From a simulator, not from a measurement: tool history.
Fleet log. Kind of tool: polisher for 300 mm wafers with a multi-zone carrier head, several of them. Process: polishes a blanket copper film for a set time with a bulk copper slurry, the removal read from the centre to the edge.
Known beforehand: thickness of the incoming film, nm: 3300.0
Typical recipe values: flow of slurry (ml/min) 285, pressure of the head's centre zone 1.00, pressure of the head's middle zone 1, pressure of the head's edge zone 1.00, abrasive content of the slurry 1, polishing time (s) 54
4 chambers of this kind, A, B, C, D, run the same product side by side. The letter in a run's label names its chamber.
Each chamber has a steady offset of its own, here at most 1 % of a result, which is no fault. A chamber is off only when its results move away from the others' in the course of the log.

run   hour  flow of slurry (ml/min)  pressure of the head's centre zone  pressure of the head's middle zone  pressure of the head's edge zone  abrasive content of the slurry  polishing time (s)  film removed at the wafer's centre (Å)  film removed at mid-radius (Å)  film removed at the wafer's edge (Å)
 1C   15.1                      285                                1.00                                   1                              1.00                               1                  54                                  6948.7                          6926.6                                6928.1
 2B   28.4                      285                                1.00                                   1                              1.00                               1                  54                                  6929.2                          6809.6                                6981.7
      34.8  -- chamber A: worn pad replaced by a new one
 3A   37.8                      285                                1.00                                   1                              1.00                               1                  54                                  7035.8                          6995.3                                7044.0
      40.7  -- chamber C: centre zone pressure recalibrated
 4D   46.8                      285                                1.00                                   1                              1.00                               1                  54                                  6919.4                          6874.5                                6847.2
 5C   56.0                      285                                1.00                                   1                              1.00                               1                  54                                  6976.6                          6939.0                                7042.6
 6B   63.7                      285                                1.00                                   1                              1.00                               1                  54                                  6878.9                          6849.3                                6843.6
 7A   74.0                      285                                0.95                                   1                              0.93                               1                  54                                  6558.1                          6896.6                                6793.0
      75.6  -- chamber D: slurry nozzle cleaned
      77.7  -- chamber C: slurry nozzle cleaned
 8D   81.7                      285                                0.95                                   1                              0.93                               1                  54                                  6507.0                          6839.1                                6559.7
      91.0  -- chamber D: edge zone pressure recalibrated
 9A   91.2                      285                                0.95                                   1                              0.93                               1                  54                                  6469.8                          6885.2                                6791.0
10B   98.9                      285                                0.95                                   1                              0.93                               1                  54                                  6511.1                          6675.2                                6633.5
     102.5  -- chamber C: worn pad replaced by a new one
     111.9  -- chamber A: worn pad replaced by a new one
11C  113.9                      285                                1.00                                   1                              1.00                               1                  54                                  6852.8                          7041.9                                6966.2
     127.0  -- chamber D: worn pad replaced by a new one
12D  129.4                      285                                1.00                                   1                              1.00                               1                  54                                  6894.7                          6958.2                                6969.8
13D  137.3                      285                                1.00                                   1                              1.00                               1                  54                                  6840.9                          6924.4                                6931.1
14B  152.5                      285                                1.00                                   1                              1.00                               1                  54                                  6602.8                          6659.0                                6682.5
15C  162.7                      285                                1.00                                   1                              1.00                               1                  54                                  6859.0                          7068.8                                6887.6
     166.5  -- chamber B: slurry nozzle cleaned
16A  171.2                      285                                1.00                                   1                              1.00                               1                  54                                  6916.0                          6869.1                                7095.7
17C  178.2                      285                                1.00                                   1                              1.00                               1                  54                                  6906.9                          6972.9                                7031.6
18A  191.6                      285                                1.00                                   1                              1.00                               1                  54                                  6890.9                          6916.3                                6917.0
     198.6  -- chamber A: worn pad replaced by a new one
     201.4  -- chamber C: worn pad replaced by a new one
19B  203.3                      210                                1.00                                   1                              1.00                               1                  69                                  8063.0                          8003.6                                8273.0
     218.0  -- chamber A: slurry nozzle cleaned
20D  218.2                      210                                1.00                                   1                              1.00                               1                  69                                  8411.6                          8394.8                                8617.6
21B  230.1                      210                                1.00                                   1                              1.00                               1                  69                                  8061.9                          7935.6                                8197.0
22D  245.8                      210                                1.00                                   1                              1.00                               1                  69                                  8446.9                          8526.6                                8655.9
23C  256.7                      285                                1.00                                   1                              1.00                               1                  54                                  6903.6                          6958.0                                6828.8
24A  270.3                      285                                1.00                                   1                              1.00                               1                  54                                  6951.3                          7006.6                                7113.6
     274.0  -- chamber A: worn pad replaced by a new one
25A  280.3                      285                                1.00                                   1                              1.00                               1                  54                                  6972.4                          6926.2                                6983.8
26B  287.2                      285                                1.00                                   1                              1.00                               1                  54                                  6264.2                          6314.4                                6335.8
     289.3  -- chamber D: worn pad replaced by a new one
27D  297.6                      285                                1.00                                   1                              1.00                               1                  54                                  6919.3                          6912.6                                6915.8

Does one chamber stand apart from the rest, does the shared gauge drift, or is all well apart from small per-chamber offsets? Give the chamber and the most likely cause, where there is one.

It is chamber B that slowly wanders off from its peers.
What lies behind it: removal rate lost through wear of the pad, % = 9.32.

Which of the 4 candidates below, each the usual settings with something changed and its results left as question marks, puts chamber B back in line with what the other chambers give on the usual settings?
In line means no further than this from the other chambers' mean on the usual settings: film removed at the wafer's centre (Å) 210.0; film removed at mid-radius (Å) 190.0; film removed at the wafer's edge (Å) 270.0
28B-1  308.9                      290                                1.00                                1.02                              1.00                            1.05                  64                                       ?                               ?                                     ?
28B-2  308.9                      280                                1.00                                0.98                              1.00                            0.95                  45                                       ?                               ?                                     ?
28B-3  308.9                      280                                1.00                                0.99                              1.00                            1.00                  49                                       ?                               ?                                     ?
28B-4  308.9                      290                                1.00                                1.01                              1.00                            1.00                  59                                       ?                               ?                                     ?

On the usual settings, the other chambers give on average: film removed at the wafer's centre (Å) 6928.2; film removed at mid-radius (Å) 6956.6; film removed at the wafer's edge (Å) 6969.6
  run  film removed at the wafer's centre (Å)  film removed at mid-radius (Å)  film removed at the wafer's edge (Å)
28B-1                                  7586.4                          7638.1                                7611.8
28B-2                                  5197.5                          5047.2                                5226.1
28B-3                                  5722.9                          5609.1                                5753.0
28B-4                                  6919.6                          6904.3                                6944.3
28B-4 is the one that brings the chamber's results back in line with the other chambers.
